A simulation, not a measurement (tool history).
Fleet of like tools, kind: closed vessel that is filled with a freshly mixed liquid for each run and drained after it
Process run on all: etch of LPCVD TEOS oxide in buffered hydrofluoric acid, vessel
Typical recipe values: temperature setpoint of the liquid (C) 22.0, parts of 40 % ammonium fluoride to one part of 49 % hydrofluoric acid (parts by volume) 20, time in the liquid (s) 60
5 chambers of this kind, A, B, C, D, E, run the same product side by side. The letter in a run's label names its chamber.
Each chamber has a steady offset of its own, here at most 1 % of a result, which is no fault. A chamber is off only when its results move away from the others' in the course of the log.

run    day  temperature setpoint of the liquid (C)  parts of 40 % ammonium fluoride to one part of 49 % hydrofluoric acid (parts by volume)  time in the liquid (s)  read-back film thickness of the LPCVD TEOS oxide reference wafer, read on the same gauge (nm)  thickness taken off the LPCVD TEOS oxide on a monitor wafer (nm)
 1A  0.329                                    22.0                                                                                       20                      60                                                                                         99.994                                                            104.22
 2D  0.688                                    22.0                                                                                       20                      60                                                                                         99.986                                                            104.70
 3B  0.971                                    22.0                                                                                       20                      60                                                                                        100.000                                                            104.18
 4E  1.304                                    22.0                                                                                       20                      60                                                                                         99.990                                                            106.05
 5C  1.692                                    22.0                                                                                       20                      60                                                                                        100.000                                                            105.27
 6A  1.867                                    22.0                                                                                       20                      60                                                                                         99.993                                                            103.78
     1.892  -- chamber D: thermometer replaced
 7E  2.154                                    22.0                                                                                       20                      60                                                                                        100.010                                                            105.27
 8C  2.504                                    22.0                                                                                       20                      60                                                                                        100.000                                                            105.72
 9D  2.892                                    22.0                                                                                       20                      60                                                                                         99.987                                                            105.18
10B  3.075                                    22.0                                                                                       17                      60                                                                                         99.991                                                            122.65
11A  3.412                                    22.0                                                                                       17                      60                                                                                         99.988                                                            123.45
     3.600  -- chamber E: thermometer replaced
12E  3.779                                    22.0                                                                                       17                      60                                                                                         99.984                                                            123.57
13C  4.108                                    22.0                                                                                       17                      60                                                                                         99.997                                                            124.85
14B  4.304                                    22.0                                                                                       17                      60                                                                                         99.996                                                            122.46
15D  4.617                                    22.0                                                                                       20                      60                                                                                        100.010                                                            104.55
16B  4.879                                    22.0                                                                                       20                      60                                                                                         99.999                                                            104.03
17C  5.071                                    22.0                                                                                       20                      60                                                                                         99.992                                                            107.54
18A  5.279                                    22.0                                                                                       20                      60                                                                                         99.990                                                            105.16
19E  5.533                                    17.5                                                                                       20                      75                                                                                        100.000                                                            103.30
20D  5.883                                    17.5                                                                                       20                      75                                                                                        100.010                                                            100.32
21B  6.104                                    17.5                                                                                       20                      75                                                                                        100.010                                                            100.95
22C  6.321                                    17.5                                                                                       20                      75                                                                                        100.000                                                            103.75
23A  6.583                                    17.5                                                                                       20                      75                                                                                         99.991                                                            101.55
24E  6.783                                    22.0                                                                                       20                      60                                                                                         99.979                                                            106.32
25D  7.038                                    22.0                                                                                       20                      60                                                                                         99.998                                                            104.79
     7.388  -- chamber A: thermometer replaced
26A  7.396                                    22.0                                                                                       20                      60                                                                                        100.010                                                            103.44
27D  7.679                                    22.0                                                                                       20                      60                                                                                        100.000                                                            104.56
28C  7.896                                    22.0                                                                                       20                      60                                                                                        100.010                                                            108.94
29E  8.112                                    22.0                                                                                       20                      60                                                                                        100.000                                                            106.12
30B  8.400                                    22.0                                                                                       20                      60                                                                                         99.986                                                            105.08
31B  8.775                                    22.0                                                                                       20                      60                                                                                         99.999                                                            104.43
32A  8.975                                    22.0                                                                                       20                      60                                                                                         99.987                                                            104.09
33E  9.196                                    22.0                                                                                       20                      60                                                                                        100.010                                                            105.00
34C  9.392                                    22.0                                                                                       20                      60                                                                                         99.995                                                            111.32

All chambers now run identical settings, listed one chamber a line with results as question marks. What results will each chamber show?
35A  9.671                                    22.0                                                                                       20                      60                                                                                                                                                                ?
35B  9.671                                    22.0                                                                                       20                      60                                                                                                                                                                ?
35C  9.671                                    22.0                                                                                       20                      60                                                                                                                                                                ?
35D  9.671                                    22.0                                                                                       20                      60                                                                                                                                                                ?
35E  9.671                                    22.0                                                                                       20                      60                                                                                                                                                                ?

run  thickness taken off the LPCVD TEOS oxide on a monitor wafer (nm)
35A                                                            103.64
35B                                                            105.52
35C                                                            109.61
35D                                                            104.22
35E                                                            105.49
